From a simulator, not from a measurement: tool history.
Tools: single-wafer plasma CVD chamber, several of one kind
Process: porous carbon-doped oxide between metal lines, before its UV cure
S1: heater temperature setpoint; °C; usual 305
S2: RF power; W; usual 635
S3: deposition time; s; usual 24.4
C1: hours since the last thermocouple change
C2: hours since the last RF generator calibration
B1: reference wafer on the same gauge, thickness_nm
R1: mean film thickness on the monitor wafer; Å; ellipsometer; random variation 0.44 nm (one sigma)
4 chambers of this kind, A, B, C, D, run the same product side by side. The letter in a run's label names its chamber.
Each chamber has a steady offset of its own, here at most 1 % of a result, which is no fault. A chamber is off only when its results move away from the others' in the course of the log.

{"run": "1B", "hour": 8.0, "S1": 305, "S2": 635, "S3": 24.4, "C1": 1338.5, "C2": 501.5, "B1": 123.03, "R1": 1511.1}
{"run": "2A", "hour": 16.8, "S1": 305, "S2": 635, "S3": 24.4, "C1": 1991.8, "C2": 1628.7, "B1": 123.06, "R1": 1510.5}
{"run": "3C", "hour": 30.8, "S1": 305, "S2": 635, "S3": 24.4, "C1": 601.0, "C2": 281.3, "B1": 122.98, "R1": 1507.2}
{"run": "4D", "hour": 41.3, "S1": 305, "S2": 635, "S3": 24.4, "C1": 728.4, "C2": 139.7, "B1": 122.93, "R1": 1512.6}
{"run": "5B", "hour": 50.3, "S1": 305, "S2": 635, "S3": 24.4, "C1": 1380.8, "C2": 543.8, "B1": 122.95, "R1": 1510.3}
{"run": "6A", "hour": 59.4, "S1": 305, "S2": 635, "S3": 24.4, "C1": 2034.4, "C2": 1671.3, "B1": 122.96, "R1": 1489.3}
{"hour": 59.8, "done": "chamber A: RF generator calibrated"}
{"run": "7C", "hour": 67.0, "S1": 305, "S2": 635, "S3": 24.4, "C1": 637.2, "C2": 317.5, "B1": 122.95, "R1": 1512.8}
{"run": "8D", "hour": 78.8, "S1": 305, "S2": 635, "S3": 24.4, "C1": 765.9, "C2": 177.2, "B1": 123.02, "R1": 1508.9}
{"hour": 91.9, "done": "chamber B: thermocouple changed; heater temperature recalibrated"}
{"run": "9B", "hour": 93.7, "S1": 318, "S2": 635, "S3": 24.4, "C1": 1.8, "C2": 587.2, "B1": 122.9, "R1": 1413.7}
{"run": "10A", "hour": 107.2, "S1": 318, "S2": 635, "S3": 24.4, "C1": 2082.2, "C2": 47.4, "B1": 123.03, "R1": 1404.4}
{"run": "11D", "hour": 117.2, "S1": 318, "S2": 635, "S3": 24.4, "C1": 804.3, "C2": 215.6, "B1": 122.91, "R1": 1408.7}
{"run": "12C", "hour": 132.5, "S1": 318, "S2": 635, "S3": 24.4, "C1": 702.7, "C2": 383.0, "B1": 123.04, "R1": 1404.6}
{"run": "13A", "hour": 145.4, "S1": 305, "S2": 635, "S3": 24.4, "C1": 2120.4, "C2": 85.6, "B1": 122.99, "R1": 1506.5}
{"run": "14C", "hour": 152.7, "S1": 319, "S2": 735, "S3": 24.4, "C1": 722.9, "C2": 403.2, "B1": 123.0, "R1": 1529.6}
{"run": "15D", "hour": 163.4, "S1": 319, "S2": 735, "S3": 24.4, "C1": 850.5, "C2": 261.8, "B1": 123.13, "R1": 1547.9}
{"run": "16B", "hour": 173.9, "S1": 319, "S2": 735, "S3": 24.4, "C1": 82.0, "C2": 667.4, "B1": 123.04, "R1": 1546.3}
{"run": "17C", "hour": 183.5, "S1": 319, "S2": 735, "S3": 24.4, "C1": 753.7, "C2": 434.0, "B1": 122.95, "R1": 1523.3}
{"run": "18B", "hour": 191.1, "S1": 305, "S2": 635, "S3": 24.4, "C1": 99.2, "C2": 684.6, "B1": 123.07, "R1": 1519.3}
{"run": "19D", "hour": 204.6, "S1": 305, "S2": 635, "S3": 24.4, "C1": 891.7, "C2": 303.0, "B1": 123.03, "R1": 1520.0}
{"run": "20A", "hour": 219.7, "S1": 305, "S2": 635, "S3": 24.4, "C1": 2194.7, "C2": 159.9, "B1": 122.97, "R1": 1507.2}
{"run": "21B", "hour": 232.2, "S1": 295, "S2": 635, "S3": 24.4, "C1": 140.3, "C2": 725.7, "B1": 122.96, "R1": 1604.6}
{"run": "22A", "hour": 240.5, "S1": 295, "S2": 635, "S3": 24.4, "C1": 2215.5, "C2": 180.7, "B1": 122.96, "R1": 1587.8}
{"run": "23D", "hour": 252.1, "S1": 295, "S2": 635, "S3": 24.4, "C1": 939.2, "C2": 350.5, "B1": 122.94, "R1": 1603.1}
{"run": "24C", "hour": 263.2, "S1": 295, "S2": 635, "S3": 24.4, "C1": 833.4, "C2": 513.7, "B1": 122.91, "R1": 1554.3}

All 4 chambers run these settings next. Forecast each chamber's results:
{"run": "25A", "hour": 274.6, "S1": 305, "S2": 715, "S3": 24.4, "R1": "?"}
{"run": "25B", "hour": 274.6, "S1": 305, "S2": 715, "S3": 24.4, "R1": "?"}
{"run": "25C", "hour": 274.6, "S1": 305, "S2": 715, "S3": 24.4, "R1": "?"}
{"run": "25D", "hour": 274.6, "S1": 305, "S2": 715, "S3": 24.4, "R1": "?"}

run=25A R1=1622.6
run=25B R1=1635.2
run=25C R1=1576.1
run=25D R1=1639.6
